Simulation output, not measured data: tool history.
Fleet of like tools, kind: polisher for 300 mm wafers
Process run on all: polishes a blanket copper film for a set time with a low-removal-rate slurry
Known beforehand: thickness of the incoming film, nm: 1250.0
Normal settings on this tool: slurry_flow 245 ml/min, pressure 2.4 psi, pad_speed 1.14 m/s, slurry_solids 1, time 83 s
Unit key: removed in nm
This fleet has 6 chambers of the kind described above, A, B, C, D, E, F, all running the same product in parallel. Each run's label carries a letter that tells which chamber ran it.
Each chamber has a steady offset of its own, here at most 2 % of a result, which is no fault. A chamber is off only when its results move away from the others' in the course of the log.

run	hour	slurry_flow	pressure	pad_speed	slurry_solids	time	wafers polished on this pad	hours since the slurry nozzle was cleaned	hours since the head pressure was calibrated	hours since the slurry blender was calibrated	removed
# hour 4.4: chamber F: worn pad replaced by a new one
1F	5.1	245	2.4	1.14	1	83	4	379.6	543.4	45.7	226.17
2D	10.3	245	2.4	1.14	1	83	326	53.1	747.3	129.2	223.18
# hour 14.0: chamber A: slurry blender recalibrated
3B	15.7	245	2.4	1.14	1	83	341	472.9	173.1	69.8	223.59
4A	20.3	245	2.4	1.14	1	83	682	300.3	288.5	6.4	227.77
5C	25.6	245	2.4	1.14	1	83	424	166.1	77.8	303.8	224.40
6E	31.3	245	2.4	1.14	1	83	308	287.7	839.1	319.3	227.48
7D	39.1	245	2.4	1.14	1	83	505	81.9	776.1	158.0	225.86
8C	48.6	245	2.4	1.14	1	83	567	189.1	100.8	326.8	222.99
# hour 51.5: chamber C: slurry blender recalibrated
# hour 54.5: chamber C: worn pad replaced by a new one
9E	56.7	245	2.4	1.40	1	71	465	313.1	864.5	344.7	237.26
10A	64.4	245	2.4	1.40	1	71	956	344.4	332.6	50.5	237.99
11B	74.4	245	2.4	1.40	1	71	706	531.6	231.8	128.5	235.71
# hour 77.3: chamber E: worn pad replaced by a new one
12F	82.0	245	2.4	1.40	1	71	482	456.5	620.3	122.6	239.05
# hour 88.2: chamber F: slurry blender recalibrated
13D	89.4	245	2.4	1.40	1	71	817	132.2	826.4	208.3	233.94
# hour 91.9: chamber B: worn pad replaced by a new one
# hour 96.9: chamber B: slurry blender recalibrated
14F	97.5	245	2.4	1.40	1	71	578	472.0	635.8	9.3	238.33
15A	102.9	245	2.4	1.14	1	83	1195	382.9	371.1	89.0	225.50
16C	112.6	205	2.4	1.14	1	83	360	253.1	164.8	61.2	217.54
# hour 119.0: chamber B: head pressure recalibrated
17E	121.6	205	2.4	1.14	1	83	275	378.0	929.4	409.6	222.08
# hour 125.8: chamber B: slurry nozzle cleaned
18B	128.0	205	2.4	1.14	1	83	224	2.2	9.0	31.1	204.42
19B	134.7	205	2.4	1.14	1	83	265	8.9	15.7	37.8	206.33
20A	143.6	205	2.4	1.14	1	83	1448	423.6	411.8	129.7	221.66
# hour 151.0: chamber A: worn pad replaced by a new one
21D	152.1	205	2.4	1.14	1	83	1207	194.9	889.1	271.0	222.52
# hour 155.9: chamber C: slurry nozzle cleaned
# hour 157.6: chamber E: slurry nozzle cleaned
22C	159.3	245	2.4	1.14	1	83	651	3.4	211.5	107.9	222.03
# hour 162.3: chamber E: worn pad replaced by a new one
23F	165.5	245	2.4	1.14	1	83	1000	540.0	703.8	77.3	224.96
# hour 167.6: chamber A: slurry blender recalibrated
# hour 169.5: chamber F: slurry nozzle cleaned
# hour 171.7: chamber C: worn pad replaced by a new one
24E	174.1	245	1.8	1.14	1	83	73	16.6	981.9	462.1	167.75
# hour 178.1: chamber F: worn pad replaced by a new one
25F	182.2	245	1.8	1.14	1	83	25	12.7	720.5	94.0	169.89
26E	188.5	245	1.8	1.14	1	83	163	31.0	996.3	476.5	167.47
# hour 192.1: chamber F: slurry blender recalibrated
# hour 193.1: chamber D: worn pad replaced by a new one
27B	198.5	245	1.8	1.14	1	83	662	72.7	79.5	101.6	157.38
28D	203.6	245	1.8	1.14	1	83	65	246.4	940.6	322.5	170.00
# hour 206.2: chamber B: worn pad replaced by a new one
29C	213.3	245	1.8	1.14	1	83	258	57.4	265.5	161.9	169.47
# hour 216.1: chamber E: slurry blender recalibrated
30A	223.4	245	2.4	1.14	1	83	450	503.4	491.6	55.9	226.08
# hour 226.1: chamber D: slurry blender recalibrated
31F	228.6	245	2.4	1.14	1	83	313	59.1	766.9	36.6	226.39
32C	233.0	245	2.4	1.14	1	83	381	77.1	285.2	181.6	222.67
33E	240.7	245	2.4	1.14	1	83	487	83.2	1048.5	24.7	227.80
34A	249.8	180	2.4	1.14	1	83	614	529.8	518.0	82.3	215.84
35B	254.3	180	2.4	1.14	1	83	298	128.5	135.3	157.4	202.18
36D	260.0	180	2.4	1.14	1	83	415	302.8	997.0	34.0	216.62

Does one chamber stand apart from the rest, does the shared gauge drift, or is all well apart from small per-chamber offsets? Give the chamber and the most likely cause, where there is one.

A service on chamber B put it out of line with the rest.
Likeliest cause: head's pressure below its setpoint, % = 6.66.

Chamber B could run next with any of the 4 candidate recipes listed below; each alters the usual settings, and their results appear as question marks. Which one brings its results back in line with what the other chambers deliver on the usual settings?
Allowed miss from the other chambers' usual-settings mean, per result, to count as in line: removed 5.10 nm
37B-1	267.3	245	2.4	1.12	1	82					?
37B-2	267.3	245	2.4	1.16	1	84					?
37B-3	267.3	245	2.4	1.14	1	88					?
37B-4	267.3	245	2.4	1.14	1	77					?

Average result of the remaining chambers running the usual settings: removed 225.06 nm
run	removed
37B-1	203.67
37B-2	216.14
37B-3	222.50
37B-4	194.69
37B-3 brings the chamber back in line.

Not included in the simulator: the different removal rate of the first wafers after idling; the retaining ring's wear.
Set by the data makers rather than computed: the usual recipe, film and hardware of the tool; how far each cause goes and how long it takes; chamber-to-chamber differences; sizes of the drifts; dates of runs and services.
